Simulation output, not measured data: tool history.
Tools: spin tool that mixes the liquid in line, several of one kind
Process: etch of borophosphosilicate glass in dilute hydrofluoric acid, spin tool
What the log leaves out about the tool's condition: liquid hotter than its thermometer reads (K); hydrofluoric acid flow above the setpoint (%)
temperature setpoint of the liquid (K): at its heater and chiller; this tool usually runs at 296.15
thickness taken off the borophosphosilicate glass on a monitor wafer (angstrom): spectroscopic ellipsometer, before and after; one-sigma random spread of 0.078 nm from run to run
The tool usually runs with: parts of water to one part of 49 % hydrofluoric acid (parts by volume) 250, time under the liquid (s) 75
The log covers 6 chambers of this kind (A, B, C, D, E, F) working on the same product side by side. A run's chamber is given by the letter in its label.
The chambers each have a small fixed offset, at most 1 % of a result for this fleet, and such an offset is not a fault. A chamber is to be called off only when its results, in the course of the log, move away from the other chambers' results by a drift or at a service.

| run | hour | temperature setpoint of the liquid (K) | parts of water to one part of 49 % hydrofluoric acid (parts by volume) | time under the liquid (s) | hours since the thermometer was replaced | hours since the hydrofluoric acid flow meter was replaced | read-back film thickness of the borophosphosilicate glass reference wafer, read on the same gauge (nm) | thickness taken off the borophosphosilicate glass on a monitor wafer (angstrom) |
|---|---|---|---|---|---|---|---|---|
| 1B | 9.7 | 296.15 | 250 | 75 | 1060.4 | 1942.2 | 69.998 | 101.120 |
| 2C | 15.3 | 296.15 | 250 | 75 | 477.8 | 2017.7 | 69.994 | 101.890 |
| 3E | 22.2 | 296.15 | 250 | 75 | 451.8 | 744.9 | 70.000 | 102.100 |
| 4A | 28.6 | 296.15 | 250 | 75 | 590.4 | 309.6 | 70.005 | 101.580 |
| 5F | 34.3 | 296.15 | 250 | 75 | 539.0 | 1141.0 | 70.014 | 101.780 |
| 6D | 41.3 | 296.15 | 250 | 75 | 1606.8 | 143.1 | 69.982 | 102.370 |
|  | 44.8 | chamber E: thermometer replaced |
| 7C | 48.0 | 296.15 | 250 | 75 | 510.5 | 2050.4 | 70.005 | 101.630 |
| 8F | 53.5 | 296.15 | 250 | 75 | 558.2 | 1160.2 | 69.992 | 101.760 |
| 9A | 63.3 | 296.15 | 250 | 75 | 625.1 | 344.3 | 69.975 | 101.710 |
| 10B | 71.0 | 296.15 | 250 | 75 | 1121.7 | 2003.5 | 70.007 | 100.850 |
| 11E | 81.1 | 296.15 | 250 | 75 | 36.3 | 803.8 | 70.027 | 100.270 |
| 12D | 90.6 | 296.15 | 250 | 75 | 1656.1 | 192.4 | 70.014 | 102.980 |
| 13D | 99.4 | 296.15 | 250 | 75 | 1664.9 | 201.2 | 70.002 | 100.340 |
| 14B | 109.5 | 296.15 | 250 | 75 | 1160.2 | 2042.0 | 69.990 | 102.490 |
| 15F | 117.6 | 296.15 | 250 | 75 | 622.3 | 1224.3 | 70.001 | 101.340 |
| 16E | 125.5 | 296.15 | 250 | 75 | 80.7 | 848.2 | 69.995 | 101.740 |
|  | 128.2 | chamber F: thermometer replaced |
| 17A | 134.2 | 296.15 | 250 | 75 | 696.0 | 415.2 | 70.027 | 101.610 |
| 18C | 140.0 | 291.65 | 250 | 75 | 602.5 | 2142.4 | 70.009 | 86.237 |
| 19C | 151.2 | 291.65 | 250 | 75 | 613.7 | 2153.6 | 69.997 | 86.180 |
| 20E | 158.1 | 291.65 | 250 | 75 | 113.3 | 880.8 | 70.015 | 86.402 |
| 21B | 164.5 | 291.65 | 250 | 75 | 1215.2 | 2097.0 | 70.005 | 86.753 |
| 22A | 172.0 | 291.65 | 250 | 75 | 733.8 | 453.0 | 70.008 | 87.810 |
| 23F | 181.9 | 291.65 | 250 | 75 | 53.8 | 1288.6 | 69.992 | 88.909 |
| 24D | 193.4 | 296.15 | 250 | 75 | 1758.9 | 295.2 | 69.992 | 101.430 |
| 25A | 201.8 | 296.15 | 250 | 75 | 763.6 | 482.8 | 69.988 | 102.410 |
| 26E | 210.4 | 296.15 | 250 | 75 | 165.6 | 933.1 | 70.005 | 101.530 |
| 27C | 218.4 | 296.15 | 335 | 75 | 680.9 | 2220.8 | 69.990 | 70.856 |
| 28D | 228.6 | 296.15 | 335 | 75 | 1794.1 | 330.4 | 70.018 | 69.874 |
| 29B | 237.1 | 296.15 | 335 | 75 | 1287.8 | 2169.6 | 69.992 | 69.743 |
| 30F | 243.8 | 296.15 | 335 | 75 | 115.7 | 1350.5 | 70.007 | 72.626 |
|  | 251.7 | chamber D: thermometer replaced |
| 31E | 253.6 | 296.15 | 335 | 75 | 208.8 | 976.3 | 69.997 | 69.297 |
| 32A | 260.0 | 296.15 | 335 | 75 | 821.8 | 541.0 | 69.990 | 70.469 |
| 33F | 270.7 | 296.15 | 250 | 75 | 142.6 | 1377.4 | 69.995 | 107.390 |
| 34B | 279.0 | 296.15 | 335 | 50 | 1329.7 | 2211.5 | 70.007 | 46.334 |
| 35C | 290.6 | 296.15 | 335 | 50 | 753.1 | 2293.0 | 69.986 | 47.305 |
| 36D | 296.7 | 296.15 | 335 | 50 | 45.0 | 398.5 | 70.003 | 46.627 |
|  | 297.4 | chamber C: hydrofluoric acid flow meter replaced |
| 37B | 305.3 | 296.15 | 335 | 50 | 1356.0 | 2237.8 | 70.012 | 47.016 |
| 38C | 314.8 | 296.15 | 335 | 50 | 777.3 | 17.4 | 69.979 | 46.929 |
| 39D | 322.8 | 296.15 | 335 | 50 | 71.1 | 424.6 | 69.987 | 46.695 |
| 40F | 332.4 | 296.15 | 250 | 75 | 204.3 | 1439.1 | 69.985 | 111.370 |
| 41E | 342.0 | 296.15 | 250 | 75 | 297.2 | 1064.7 | 70.003 | 101.540 |
| 42A | 351.3 | 296.15 | 250 | 75 | 913.1 | 632.3 | 70.006 | 102.670 |
| 43D | 357.8 | 296.15 | 250 | 105 | 106.1 | 459.6 | 70.016 | 142.910 |
| 44C | 369.6 | 296.15 | 250 | 105 | 832.1 | 72.2 | 70.013 | 141.980 |

For the next run the whole fleet of 6 chambers uses the same settings. Give each chamber's results:
| 45A | 378.1 | 296.15 | 250 | 75 |  |  |  | ? |
| 45B | 378.1 | 296.15 | 250 | 75 |  |  |  | ? |
| 45C | 378.1 | 296.15 | 250 | 75 |  |  |  | ? |
| 45D | 378.1 | 296.15 | 250 | 75 |  |  |  | ? |
| 45E | 378.1 | 296.15 | 250 | 75 |  |  |  | ? |
| 45F | 378.1 | 296.15 | 250 | 75 |  |  |  | ? |

| run | thickness taken off the borophosphosilicate glass on a monitor wafer (angstrom) |
|---|---|
| 45A | 101.870 |
| 45B | 100.870 |
| 45C | 102.160 |
| 45D | 102.460 |
| 45E | 101.880 |
| 45F | 110.430 |
